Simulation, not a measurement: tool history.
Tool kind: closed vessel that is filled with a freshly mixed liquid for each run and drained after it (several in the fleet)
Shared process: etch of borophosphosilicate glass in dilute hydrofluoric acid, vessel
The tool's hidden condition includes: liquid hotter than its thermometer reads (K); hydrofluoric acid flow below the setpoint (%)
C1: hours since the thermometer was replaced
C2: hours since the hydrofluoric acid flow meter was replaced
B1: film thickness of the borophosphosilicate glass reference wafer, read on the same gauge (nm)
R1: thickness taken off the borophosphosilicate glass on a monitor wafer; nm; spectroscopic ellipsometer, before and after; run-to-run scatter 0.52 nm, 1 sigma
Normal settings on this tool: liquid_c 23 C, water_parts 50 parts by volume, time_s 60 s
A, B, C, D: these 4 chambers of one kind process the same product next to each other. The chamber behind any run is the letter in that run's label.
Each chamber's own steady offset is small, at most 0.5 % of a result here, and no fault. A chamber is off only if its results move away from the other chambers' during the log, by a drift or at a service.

{"run": "1C", "day": 0.317, "liquid_c": 23, "water_parts": 50, "time_s": 60, "C1": 66.9, "C2": 1041.7, "B1": 50.0, "R1": 94.254}
{"run": "2B", "day": 0.8, "liquid_c": 23, "water_parts": 50, "time_s": 60, "C1": 1024.6, "C2": 310.4, "B1": 49.986, "R1": 93.977}
{"run": "3D", "day": 1.362, "liquid_c": 23, "water_parts": 50, "time_s": 60, "C1": 189.1, "C2": 149.8, "B1": 49.971, "R1": 93.801}
{"run": "4A", "day": 1.8, "liquid_c": 23, "water_parts": 50, "time_s": 60, "C1": 282.2, "C2": 497.2, "B1": 49.999, "R1": 94.28}
{"run": "5A", "day": 2.312, "liquid_c": 23, "water_parts": 50, "time_s": 60, "C1": 294.5, "C2": 509.5, "B1": 49.998, "R1": 94.657}
{"run": "6B", "day": 2.85, "liquid_c": 23, "water_parts": 50, "time_s": 60, "C1": 1073.8, "C2": 359.6, "B1": 50.013, "R1": 94.021}
{"run": "7D", "day": 3.312, "liquid_c": 23, "water_parts": 50, "time_s": 40, "C1": 235.9, "C2": 196.6, "B1": 49.975, "R1": 63.968}
{"run": "8C", "day": 3.671, "liquid_c": 23, "water_parts": 50, "time_s": 40, "C1": 147.4, "C2": 1122.2, "B1": 50.026, "R1": 62.786}
{"run": "9D", "day": 4.225, "liquid_c": 23, "water_parts": 50, "time_s": 40, "C1": 257.8, "C2": 218.5, "B1": 50.013, "R1": 63.141}
{"run": "10B", "day": 4.783, "liquid_c": 23, "water_parts": 50, "time_s": 40, "C1": 1120.2, "C2": 406.0, "B1": 49.987, "R1": 62.998}
{"run": "11A", "day": 5.333, "liquid_c": 28, "water_parts": 50, "time_s": 60, "C1": 367.0, "C2": 582.0, "B1": 49.955, "R1": 115.65}
{"run": "12C", "day": 5.625, "liquid_c": 28, "water_parts": 50, "time_s": 60, "C1": 194.3, "C2": 1169.1, "B1": 50.021, "R1": 114.86}
{"run": "13A", "day": 5.925, "liquid_c": 28, "water_parts": 50, "time_s": 60, "C1": 381.2, "C2": 596.2, "B1": 50.023, "R1": 115.92}
{"run": "14C", "day": 6.483, "liquid_c": 28, "water_parts": 50, "time_s": 60, "C1": 214.9, "C2": 1189.7, "B1": 50.017, "R1": 115.45}
{"run": "15B", "day": 6.912, "liquid_c": 23, "water_parts": 50, "time_s": 60, "C1": 1171.3, "C2": 457.1, "B1": 50.015, "R1": 94.128}
{"run": "16D", "day": 7.358, "liquid_c": 23, "water_parts": 25, "time_s": 40, "C1": 333.0, "C2": 293.7, "B1": 49.969, "R1": 131.53}
{"run": "17B", "day": 7.65, "liquid_c": 23, "water_parts": 25, "time_s": 40, "C1": 1189.0, "C2": 474.8, "B1": 50.023, "R1": 128.34}
{"run": "18C", "day": 8.262, "liquid_c": 23, "water_parts": 25, "time_s": 40, "C1": 257.6, "C2": 1232.4, "B1": 49.993, "R1": 129.95}
{"run": "19A", "day": 8.808, "liquid_c": 23, "water_parts": 25, "time_s": 40, "C1": 450.4, "C2": 665.4, "B1": 50.005, "R1": 132.89}
{"run": "20D", "day": 9.121, "liquid_c": 23, "water_parts": 50, "time_s": 60, "C1": 375.3, "C2": 336.0, "B1": 49.984, "R1": 94.614}
{"run": "21C", "day": 9.704, "liquid_c": 23, "water_parts": 50, "time_s": 60, "C1": 292.2, "C2": 1267.0, "B1": 49.974, "R1": 93.883}
{"run": "22A", "day": 9.983, "liquid_c": 23, "water_parts": 50, "time_s": 60, "C1": 478.6, "C2": 693.6, "B1": 49.97, "R1": 93.688}
{"run": "23D", "day": 10.321, "liquid_c": 23, "water_parts": 50, "time_s": 60, "C1": 404.1, "C2": 364.8, "B1": 50.04, "R1": 94.222}
{"run": "24B", "day": 10.696, "liquid_c": 23, "water_parts": 50, "time_s": 60, "C1": 1262.1, "C2": 547.9, "B1": 50.01, "R1": 94.348}
{"run": "25B", "day": 11.05, "liquid_c": 23, "water_parts": 50, "time_s": 60, "C1": 1270.6, "C2": 556.4, "B1": 49.991, "R1": 94.181}

Has any chamber moved away from the others, gradually or after a service, or does the common gauge drift, or do the chambers differ only by their own small steady offsets? State the chamber and the most likely cause if one applies.

No chamber stands off beyond its own small offset, and the gauge holds steady.
